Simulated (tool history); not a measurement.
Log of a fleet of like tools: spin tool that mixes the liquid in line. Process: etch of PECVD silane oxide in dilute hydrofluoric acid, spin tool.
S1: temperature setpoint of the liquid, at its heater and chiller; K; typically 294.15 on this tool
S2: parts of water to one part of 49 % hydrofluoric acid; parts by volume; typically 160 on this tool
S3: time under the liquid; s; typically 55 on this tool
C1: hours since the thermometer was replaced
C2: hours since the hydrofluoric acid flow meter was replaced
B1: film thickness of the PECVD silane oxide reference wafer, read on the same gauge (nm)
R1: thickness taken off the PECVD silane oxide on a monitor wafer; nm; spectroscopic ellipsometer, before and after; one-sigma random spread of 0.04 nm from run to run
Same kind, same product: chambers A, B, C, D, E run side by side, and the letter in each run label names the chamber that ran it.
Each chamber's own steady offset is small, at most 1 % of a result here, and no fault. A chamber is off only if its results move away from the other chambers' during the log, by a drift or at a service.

run	hour	S1	S2	S3	C1	C2	B1	R1
1E	2.2	294.15	160	55	148.4	1852.5	60.002	4.8994
2A	6.0	294.15	160	55	1128.1	282.7	59.975	4.8107
3B	8.9	294.15	160	55	528.8	364.0	60.013	4.9936
4C	12.9	294.15	160	55	1675.4	1001.4	59.995	4.9378
5D	17.4	294.15	160	55	101.5	319.1	59.989	4.9185
6E	21.7	294.15	160	55	167.9	1872.0	60.009	4.9279
7C	25.9	290.15	160	40	1688.4	1014.4	59.977	3.0342
8D	29.2	290.15	160	40	113.3	330.9	60.013	3.0584
9B	33.9	290.15	160	40	553.8	389.0	59.987	2.9907
10A	37.6	290.15	160	40	1159.7	314.3	60.006	3.0381
11A	41.8	290.15	160	40	1163.9	318.5	60.013	3.0238
12C	46.6	294.15	160	55	1709.1	1035.1	59.992	4.8531
13E	49.8	294.15	160	55	196.0	1900.1	59.991	4.9077
14D	53.9	294.15	160	55	138.0	355.6	59.995	4.9415
15B	56.3	294.15	160	55	576.2	411.4	60.001	4.7957
16E	59.5	294.15	160	75	205.7	1909.8	59.976	6.7260
17C	62.2	294.15	160	75	1724.7	1050.7	59.987	6.7043
18A	66.9	294.15	160	75	1189.0	343.6	60.002	6.6212
19D	70.0	294.15	160	75	154.1	371.7	60.005	6.6776
20B	72.5	294.15	160	75	592.4	427.6	60.003	6.6569
21C	76.8	294.15	160	55	1739.3	1065.3	59.977	4.7725
22E	80.5	294.15	160	55	226.7	1930.8	59.988	4.9054
23B	84.0	294.15	160	55	603.9	439.1	59.989	4.8475
24A	87.5	294.15	160	55	1209.6	364.2	60.008	4.9245
25D	89.8	294.15	160	55	173.9	391.5	59.984	5.0004
26A	92.6	294.15	160	55	1214.7	369.3	60.004	4.8301
27E	96.7	294.15	160	55	242.9	1947.0	59.997	4.8871
28C	100.3	294.15	160	55	1762.8	1088.8	60.004	4.8124
29B	103.1	294.15	160	55	623.0	458.2	59.995	4.9082
30D	106.3	294.15	160	55	190.4	408.0	59.988	4.9190
31D	110.7	294.15	160	55	194.8	412.4	60.035	4.9141
32C	113.1	294.15	160	55	1775.6	1101.6	59.984	4.7426
33A	116.1	294.15	160	55	1238.2	392.8	59.997	4.8479
34E	120.6	292.15	160	85	266.8	1970.9	59.996	6.9561
35B	125.5	292.15	160	85	645.4	480.6	60.030	6.9614
36A	129.1	292.15	160	85	1251.2	405.8	60.008	6.9064
37E	133.5	292.15	160	85	279.7	1983.8	60.007	7.0088
38C	135.7	292.15	160	85	1798.2	1124.2	60.020	6.7563
39D	139.4	294.15	160	55	223.5	441.1	59.993	4.9352

What goes on in this fleet: one chamber off, a drifting gauge, or nothing beyond the chambers' own small offsets? Name the chamber and the cause, if any.

One chamber, C, drifts off from the rest bit by bit.
Likeliest cause: liquid colder than its thermometer reads (K) = 1.16.
From this log alone, it may not be told apart from: hydrofluoric acid flow below the setpoint (%).

Chamber C could run next with any of the 4 candidate recipes listed below; each alters the usual settings, and their results appear as question marks. Which one brings its results back in line with what the other chambers deliver on the usual settings?
In-line tolerance around the mean of the other chambers on the usual settings: R1 0.1400 nm
40C-1	142.9	294.15	155	55				?
40C-2	142.9	294.65	150	55				?
40C-3	142.9	294.15	165	55				?
40C-4	142.9	294.15	175	55				?

The other chambers' mean on the usual settings: R1 4.9058 nm
run	R1
40C-1	4.9138
40C-2	5.2011
40C-3	4.5736
40C-4	4.2731
40C-1 puts the chamber back in line with the other chambers.
